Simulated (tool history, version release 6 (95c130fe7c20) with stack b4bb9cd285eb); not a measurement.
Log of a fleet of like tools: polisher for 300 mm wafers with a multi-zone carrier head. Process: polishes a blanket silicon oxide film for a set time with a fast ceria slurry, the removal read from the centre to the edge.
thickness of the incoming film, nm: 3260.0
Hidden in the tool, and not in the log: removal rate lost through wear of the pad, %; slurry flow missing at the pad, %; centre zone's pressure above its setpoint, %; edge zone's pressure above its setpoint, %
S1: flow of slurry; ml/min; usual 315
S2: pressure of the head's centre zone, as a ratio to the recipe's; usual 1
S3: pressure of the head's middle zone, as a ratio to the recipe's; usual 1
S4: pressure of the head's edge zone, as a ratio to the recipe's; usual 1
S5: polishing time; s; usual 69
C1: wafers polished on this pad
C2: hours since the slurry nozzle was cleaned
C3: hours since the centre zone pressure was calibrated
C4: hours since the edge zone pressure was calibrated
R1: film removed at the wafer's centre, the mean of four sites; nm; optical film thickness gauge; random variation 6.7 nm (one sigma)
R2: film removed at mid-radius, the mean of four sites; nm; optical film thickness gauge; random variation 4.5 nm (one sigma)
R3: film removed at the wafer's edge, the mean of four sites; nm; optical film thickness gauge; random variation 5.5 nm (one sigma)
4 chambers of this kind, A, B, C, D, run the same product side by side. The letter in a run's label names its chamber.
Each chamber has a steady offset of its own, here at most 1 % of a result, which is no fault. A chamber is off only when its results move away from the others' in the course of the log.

| run | hour | S1 | S2 | S3 | S4 | S5 | C1 | C2 | C3 | C4 | R1 | R2 | R3 |
|---|---|---|---|---|---|---|---|---|---|---|---|---|---|
| 1B | 6.3 | 315 | 1 | 1 | 1 | 69 | 380 | 161.9 | 417.7 | 872.8 | 728.1 | 736.76 | 738.35 |
|  | 10.2 | chamber D: worn pad replaced by a new one |
| 2A | 14.8 | 315 | 1 | 1 | 1 | 69 | 180 | 296.8 | 185 | 868.9 | 741.2 | 732.92 | 735.42 |
|  | 17.6 | chamber C: centre zone pressure recalibrated |
| 3C | 21.8 | 315 | 1 | 1 | 1 | 69 | 594 | 632.9 | 4.3 | 555.9 | 740.78 | 729.28 | 732.25 |
| 4D | 31.8 | 315 | 1 | 1 | 1 | 69 | 252 | 159 | 215.5 | 286.3 | 743.98 | 744.58 | 736.57 |
|  | 35.1 | chamber A: edge zone pressure recalibrated |
| 5A | 41.2 | 315 | 0.88 | 0.95 | 1 | 69 | 488 | 323.2 | 211.4 | 6.2 | 633.04 | 697.75 | 740.22 |
| 6B | 49.6 | 315 | 0.88 | 0.95 | 1 | 69 | 885 | 205.2 | 461 | 916.1 | 639.03 | 699.54 | 737.76 |
|  | 57.3 | chamber B: worn pad replaced by a new one |
| 7C | 59.9 | 315 | 0.88 | 0.95 | 1 | 69 | 1038 | 671 | 42.4 | 594 | 637.94 | 695.05 | 736.32 |
| 8D | 67 | 315 | 0.88 | 0.95 | 1 | 69 | 663 | 194.2 | 250.7 | 321.5 | 633.3 | 711.16 | 734.27 |
|  | 68.9 | chamber A: worn pad replaced by a new one |
| 9B | 76.7 | 315 | 1 | 1 | 1 | 69 | 226 | 232.3 | 488.1 | 943.2 | 724.3 | 729.62 | 726.35 |
|  | 78.1 | chamber C: edge zone pressure recalibrated |
| 10D | 84.2 | 315 | 1 | 1 | 1 | 69 | 863 | 211.4 | 267.9 | 338.7 | 736.62 | 751.13 | 738.7 |
| 11C | 93.8 | 315 | 1 | 1 | 1 | 69 | 1433 | 704.9 | 76.3 | 15.7 | 734.52 | 737.33 | 736.93 |
| 12A | 99.1 | 315 | 1 | 1 | 1 | 69 | 353 | 381.1 | 269.3 | 64.1 | 729.61 | 729.14 | 736.57 |
| 13B | 109.3 | 315 | 1 | 1 | 1 | 69 | 606 | 264.9 | 520.7 | 975.8 | 734.51 | 729.84 | 733.35 |
| 14C | 118.9 | 315 | 1 | 1 | 1 | 69 | 1726 | 730 | 101.4 | 40.8 | 728.3 | 724.02 | 730.02 |
| 15D | 126.2 | 315 | 1 | 1 | 1 | 69 | 1353 | 253.4 | 309.9 | 380.7 | 743.76 | 741.86 | 730.79 |
| 16A | 134.7 | 315 | 1 | 1 | 1 | 69 | 767 | 416.7 | 304.9 | 99.7 | 732.75 | 731.09 | 739.47 |
|  | 135.4 | chamber A: worn pad replaced by a new one |
|  | 136.2 | chamber D: worn pad replaced by a new one |
|  | 138.2 | chamber B: worn pad replaced by a new one |
| 17C | 143.8 | 315 | 1 | 1 | 1 | 69 | 2016 | 754.9 | 126.3 | 65.7 | 720.87 | 715.51 | 710.33 |
| 18B | 151.5 | 315 | 1 | 1 | 1 | 69 | 155 | 307.1 | 562.9 | 1018 | 740.26 | 734.93 | 740.77 |
| 19A | 157.9 | 315 | 1 | 1 | 1 | 69 | 262 | 439.9 | 328.1 | 122.9 | 745.04 | 738.59 | 743.94 |
| 20D | 168.5 | 315 | 1 | 1 | 1 | 69 | 377 | 295.7 | 352.2 | 423 | 741.54 | 752.09 | 736.92 |
| 21A | 174.3 | 315 | 1 | 1 | 1 | 69 | 453 | 456.3 | 344.5 | 139.3 | 731.45 | 729.54 | 742.63 |
| 22C | 185.1 | 315 | 1 | 1 | 1 | 69 | 2498 | 796.2 | 167.6 | 107 | 702.14 | 693.2 | 700.96 |
| 23D | 190.3 | 315 | 1 | 1 | 1 | 69 | 631 | 317.5 | 374 | 444.8 | 748.95 | 733.12 | 745.28 |
|  | 198.8 | chamber D: slurry nozzle cleaned |
| 24B | 199.2 | 315 | 1 | 1 | 1 | 69 | 711 | 354.8 | 610.6 | 1065.7 | 737.74 | 732.83 | 732.68 |
| 25B | 204.4 | 315 | 1 | 1 | 1 | 69 | 772 | 360 | 615.8 | 1070.9 | 736.31 | 738.3 | 727.52 |
|  | 208 | chamber A: worn pad replaced by a new one |
| 26D | 211.8 | 315 | 1 | 1 | 1 | 84 | 881 | 13 | 395.5 | 466.3 | 909.75 | 902.05 | 910.55 |
|  | 213 | chamber B: edge zone pressure recalibrated |
| 27A | 218 | 315 | 1 | 1 | 1 | 84 | 117 | 500 | 388.2 | 183 | 897.46 | 890.43 | 898.95 |
|  | 226.3 | chamber B: worn pad replaced by a new one |
| 28C | 227.6 | 315 | 1 | 1 | 1 | 84 | 2993 | 838.7 | 210.1 | 149.5 | 837.37 | 837.93 | 820.95 |
| 29D | 236.8 | 315 | 1 | 1 | 1 | 84 | 1173 | 38 | 420.5 | 491.3 | 895.99 | 907.33 | 897.71 |
| 30C | 243.3 | 315 | 1 | 1 | 1 | 69 | 3176 | 854.4 | 225.8 | 165.2 | 677.54 | 670.2 | 679.89 |
|  | 244 | chamber D: worn pad replaced by a new one |
| 31B | 249 | 315 | 0.93 | 1 | 1.05 | 69 | 264 | 404.6 | 660.4 | 36 | 672.74 | 730.28 | 761.72 |
| 32A | 255.1 | 315 | 0.93 | 1 | 1.05 | 69 | 549 | 537.1 | 425.3 | 220.1 | 682.76 | 733.52 | 756.53 |
| 33A | 261.9 | 315 | 0.93 | 1 | 1.05 | 69 | 628 | 543.9 | 432.1 | 226.9 | 681.36 | 726.94 | 752.52 |
| 34C | 272.1 | 315 | 0.93 | 1 | 1.05 | 69 | 3512 | 883.2 | 254.6 | 194 | 622.83 | 658.65 | 684.07 |
| 35D | 282.1 | 315 | 1 | 1 | 1 | 69 | 444 | 83.3 | 465.8 | 536.6 | 738.22 | 731.11 | 735.82 |

Next, every chamber runs the same settings. What will each give?
| 36A | 289.8 | 315 | 1 | 1 | 1 | 69 |  |  |  |  | ? | ? | ? |
| 36B | 289.8 | 315 | 1 | 1 | 1 | 69 |  |  |  |  | ? | ? | ? |
| 36C | 289.8 | 315 | 1 | 1 | 1 | 69 |  |  |  |  | ? | ? | ? |
| 36D | 289.8 | 315 | 1 | 1 | 1 | 69 |  |  |  |  | ? | ? | ? |

| run | R1 | R2 | R3 |
|---|---|---|---|
| 36A | 730.75 | 724.88 | 734.04 |
| 36B | 741.71 | 732.66 | 726.82 |
| 36C | 667.18 | 655.85 | 657.86 |
| 36D | 736.15 | 742.47 | 734.02 |
